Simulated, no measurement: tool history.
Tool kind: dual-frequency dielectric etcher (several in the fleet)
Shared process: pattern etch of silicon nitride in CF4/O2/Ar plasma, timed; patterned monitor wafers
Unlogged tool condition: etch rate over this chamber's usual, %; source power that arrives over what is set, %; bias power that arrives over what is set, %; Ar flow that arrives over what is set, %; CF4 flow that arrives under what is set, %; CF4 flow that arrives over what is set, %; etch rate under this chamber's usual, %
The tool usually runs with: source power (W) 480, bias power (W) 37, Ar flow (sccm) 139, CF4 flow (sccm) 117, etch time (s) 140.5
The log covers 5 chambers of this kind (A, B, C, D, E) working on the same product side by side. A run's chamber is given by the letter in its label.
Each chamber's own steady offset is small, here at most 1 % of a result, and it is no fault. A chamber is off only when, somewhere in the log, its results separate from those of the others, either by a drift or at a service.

| run | hour | source power (W) | bias power (W) | Ar flow (sccm) | CF4 flow (sccm) | etch time (s) | hours since the last wet clean | hours since the last source power generator calibration | hours since the last bias power generator calibration | hours since the last Ar flow controller change | hours since the last CF4 flow controller change | read-back reference wafer on the same gauge, depth_nm | mean etch depth across the wafer (angstrom) |
|---|---|---|---|---|---|---|---|---|---|---|---|---|---|
| 1D | 4.1 | 480 | 37 | 139 | 117 | 140.5 | 506.2 | 467.0 | 3577.4 | 1957.6 | 2835.7 | 183.71 | 2270.0 |
| 2A | 8.0 | 480 | 37 | 139 | 117 | 140.5 | 50.6 | 2932.2 | 1291.2 | 75.8 | 2899.2 | 184.24 | 2253.1 |
| 3B | 11.9 | 480 | 37 | 139 | 117 | 140.5 | 226.2 | 906.8 | 1344.0 | 1757.4 | 1400.7 | 184.07 | 2268.1 |
| 4C | 15.2 | 480 | 37 | 139 | 117 | 140.5 | 217.0 | 1437.9 | 1270.4 | 24.3 | 3426.1 | 183.85 | 2278.5 |
| 5E | 17.5 | 480 | 37 | 139 | 117 | 140.5 | 542.1 | 1703.4 | 1761.0 | 2248.8 | 157.7 | 184.13 | 2265.0 |
|  | 18.7 | chamber E: wet clean of the chamber |
| 6B | 20.1 | 480 | 37 | 139 | 117 | 140.5 | 234.4 | 915.0 | 1352.2 | 1765.6 | 1408.9 | 184.12 | 2281.2 |
| 7C | 24.1 | 480 | 37 | 139 | 117 | 140.5 | 225.9 | 1446.8 | 1279.3 | 33.2 | 3435.0 | 184.24 | 2276.4 |
| 8D | 27.4 | 480 | 37 | 139 | 117 | 140.5 | 529.5 | 490.3 | 3600.7 | 1980.9 | 2859.0 | 184.31 | 2253.4 |
| 9A | 31.2 | 480 | 37 | 139 | 117 | 140.5 | 73.8 | 2955.4 | 1314.4 | 99.0 | 2922.4 | 184.05 | 2254.6 |
|  | 32.4 | chamber A: source power generator calibrated |
| 10E | 33.9 | 480 | 37 | 139 | 117 | 140.5 | 15.2 | 1719.8 | 1777.4 | 2265.2 | 174.1 | 184.21 | 2273.1 |
| 11A | 38.2 | 480 | 37 | 139 | 117 | 140.5 | 80.8 | 5.9 | 1321.4 | 106.0 | 2929.4 | 184.09 | 2262.5 |
| 12B | 42.3 | 480 | 37 | 139 | 117 | 140.5 | 256.6 | 937.2 | 1374.4 | 1787.8 | 1431.1 | 183.98 | 2268.9 |
| 13E | 46.3 | 480 | 37 | 139 | 117 | 140.5 | 27.6 | 1732.2 | 1789.8 | 2277.6 | 186.5 | 184.09 | 2282.9 |
| 14D | 49.9 | 480 | 37 | 139 | 117 | 140.5 | 552.0 | 512.8 | 3623.2 | 2003.4 | 2881.5 | 184.26 | 2262.2 |
| 15C | 52.2 | 480 | 37 | 139 | 117 | 140.5 | 254.0 | 1474.9 | 1307.4 | 61.3 | 3463.1 | 183.97 | 2252.8 |
| 16A | 56.6 | 480 | 37 | 139 | 117 | 140.5 | 99.2 | 24.3 | 1339.8 | 124.4 | 2947.8 | 184.05 | 2255.1 |
| 17E | 59.4 | 480 | 37 | 159 | 128 | 140.5 | 40.7 | 1745.3 | 1802.9 | 2290.7 | 199.6 | 183.89 | 2266.5 |
| 18B | 63.5 | 480 | 37 | 159 | 128 | 140.5 | 277.8 | 958.4 | 1395.6 | 1809.0 | 1452.3 | 184.21 | 2258.3 |
| 19C | 66.2 | 480 | 37 | 159 | 128 | 140.5 | 268.0 | 1488.9 | 1321.4 | 75.3 | 3477.1 | 183.98 | 2241.7 |
| 20D | 70.6 | 480 | 37 | 159 | 128 | 140.5 | 572.7 | 533.5 | 3643.9 | 2024.1 | 2902.2 | 184.06 | 2230.8 |
| 21C | 74.4 | 480 | 37 | 159 | 128 | 140.5 | 276.2 | 1497.1 | 1329.6 | 83.5 | 3485.3 | 184.06 | 2220.3 |
| 22B | 77.6 | 480 | 37 | 139 | 117 | 140.5 | 291.9 | 972.5 | 1409.7 | 1823.1 | 1466.4 | 183.91 | 2252.8 |
| 23D | 81.5 | 480 | 37 | 139 | 117 | 140.5 | 583.6 | 544.4 | 3654.8 | 2035.0 | 2913.1 | 184.02 | 2272.2 |
| 24A | 84.4 | 480 | 37 | 139 | 117 | 140.5 | 127.0 | 52.1 | 1367.6 | 152.2 | 2975.6 | 184.11 | 2249.0 |
| 25E | 88.7 | 480 | 37 | 139 | 117 | 140.5 | 70.0 | 1774.6 | 1832.2 | 2320.0 | 228.9 | 183.97 | 2270.8 |
| 26A | 91.9 | 480 | 37 | 139 | 117 | 140.5 | 134.5 | 59.6 | 1375.1 | 159.7 | 2983.1 | 184.20 | 2258.3 |
|  | 95.6 | chamber D: wet clean of the chamber |
| 27D | 95.8 | 480 | 37 | 139 | 117 | 140.5 | 0.3 | 558.7 | 3669.1 | 2049.3 | 2927.4 | 184.10 | 2242.3 |
| 28E | 99.6 | 480 | 37 | 139 | 117 | 140.5 | 80.9 | 1785.5 | 1843.1 | 2330.9 | 239.8 | 183.79 | 2284.6 |
| 29B | 104.1 | 480 | 37 | 139 | 117 | 181.5 | 318.4 | 999.0 | 1436.2 | 1849.6 | 1492.9 | 184.11 | 2927.3 |
| 30C | 108.4 | 480 | 37 | 139 | 117 | 181.5 | 310.2 | 1531.1 | 1363.6 | 117.5 | 3519.3 | 184.18 | 2879.4 |
| 31C | 111.7 | 480 | 37 | 139 | 117 | 181.5 | 313.5 | 1534.4 | 1366.9 | 120.8 | 3522.6 | 184.16 | 2884.6 |
| 32E | 115.2 | 480 | 37 | 139 | 117 | 181.5 | 96.5 | 1801.1 | 1858.7 | 2346.5 | 255.4 | 184.16 | 2936.4 |
| 33B | 118.9 | 480 | 37 | 139 | 117 | 181.5 | 333.2 | 1013.8 | 1451.0 | 1864.4 | 1507.7 | 184.07 | 2945.2 |
| 34A | 123.3 | 480 | 37 | 139 | 117 | 140.5 | 165.9 | 91.0 | 1406.5 | 191.1 | 3014.5 | 184.02 | 2260.1 |
| 35D | 127.7 | 480 | 37 | 139 | 117 | 140.5 | 32.2 | 590.6 | 3701.0 | 2081.2 | 2959.3 | 183.95 | 2248.5 |
| 36B | 132.2 | 480 | 37 | 139 | 117 | 140.5 | 346.5 | 1027.1 | 1464.3 | 1877.7 | 1521.0 | 184.11 | 2267.8 |
| 37A | 136.5 | 480 | 37 | 139 | 117 | 140.5 | 179.1 | 104.2 | 1419.7 | 204.3 | 3027.7 | 184.24 | 2254.8 |
| 38D | 138.8 | 480 | 37 | 139 | 117 | 140.5 | 43.3 | 601.7 | 3712.1 | 2092.3 | 2970.4 | 183.99 | 2247.2 |
| 39C | 142.3 | 480 | 37 | 139 | 117 | 140.5 | 344.1 | 1565.0 | 1397.5 | 151.4 | 3553.2 | 183.95 | 2209.0 |
| 40E | 145.6 | 480 | 37 | 139 | 117 | 140.5 | 126.9 | 1831.5 | 1889.1 | 2376.9 | 285.8 | 184.14 | 2260.1 |
| 41D | 149.8 | 480 | 37 | 139 | 117 | 140.5 | 54.3 | 612.7 | 3723.1 | 2103.3 | 2981.4 | 184.16 | 2269.6 |
| 42A | 153.4 | 480 | 37 | 139 | 117 | 140.5 | 196.0 | 121.1 | 1436.6 | 221.2 | 3044.6 | 183.95 | 2257.7 |
| 43C | 156.3 | 480 | 37 | 139 | 117 | 140.5 | 358.1 | 1579.0 | 1411.5 | 165.4 | 3567.2 | 184.04 | 2200.9 |

Read the log: is a single chamber off, either drifting away or since a service, is the gauge that measures every chamber drifting, or is nothing wrong beyond small per-chamber offsets? Name any odd chamber and what most likely caused it.

Little by little, chamber C moves away from the other chambers.
Likeliest cause: etch rate under this chamber's usual, % = 2.89.
With only this log, it may be confused with: source power that arrives under what is set, %.

Chamber C could run next with any of the 4 candidate recipes listed below; each alters the usual settings, and their results appear as question marks. Which one brings its results back in line with what the other chambers deliver on the usual settings?
A result is in line if it is within this distance of the other chambers' mean on the usual settings: mean etch depth across the wafer (angstrom) 38.0
| 44C-1 | 159.7 | 480 | 37 | 167 | 94 | 140.5 |  |  |  |  |  |  | ? |
| 44C-2 | 159.7 | 480 | 37 | 139 | 118 | 148.0 |  |  |  |  |  |  | ? |
| 44C-3 | 159.7 | 480 | 37 | 139 | 117 | 144.0 |  |  |  |  |  |  | ? |
| 44C-4 | 159.7 | 480 | 37 | 139 | 95 | 140.5 |  |  |  |  |  |  | ? |

The other chambers' mean on the usual settings: mean etch depth across the wafer (angstrom) 2263.8
| run | mean etch depth across the wafer (angstrom) |
|---|---|
| 44C-1 | 2070.1 |
| 44C-2 | 2322.7 |
| 44C-3 | 2257.2 |
| 44C-4 | 2135.3 |
44C-3 is the one that brings the chamber's results back in line with the other chambers.
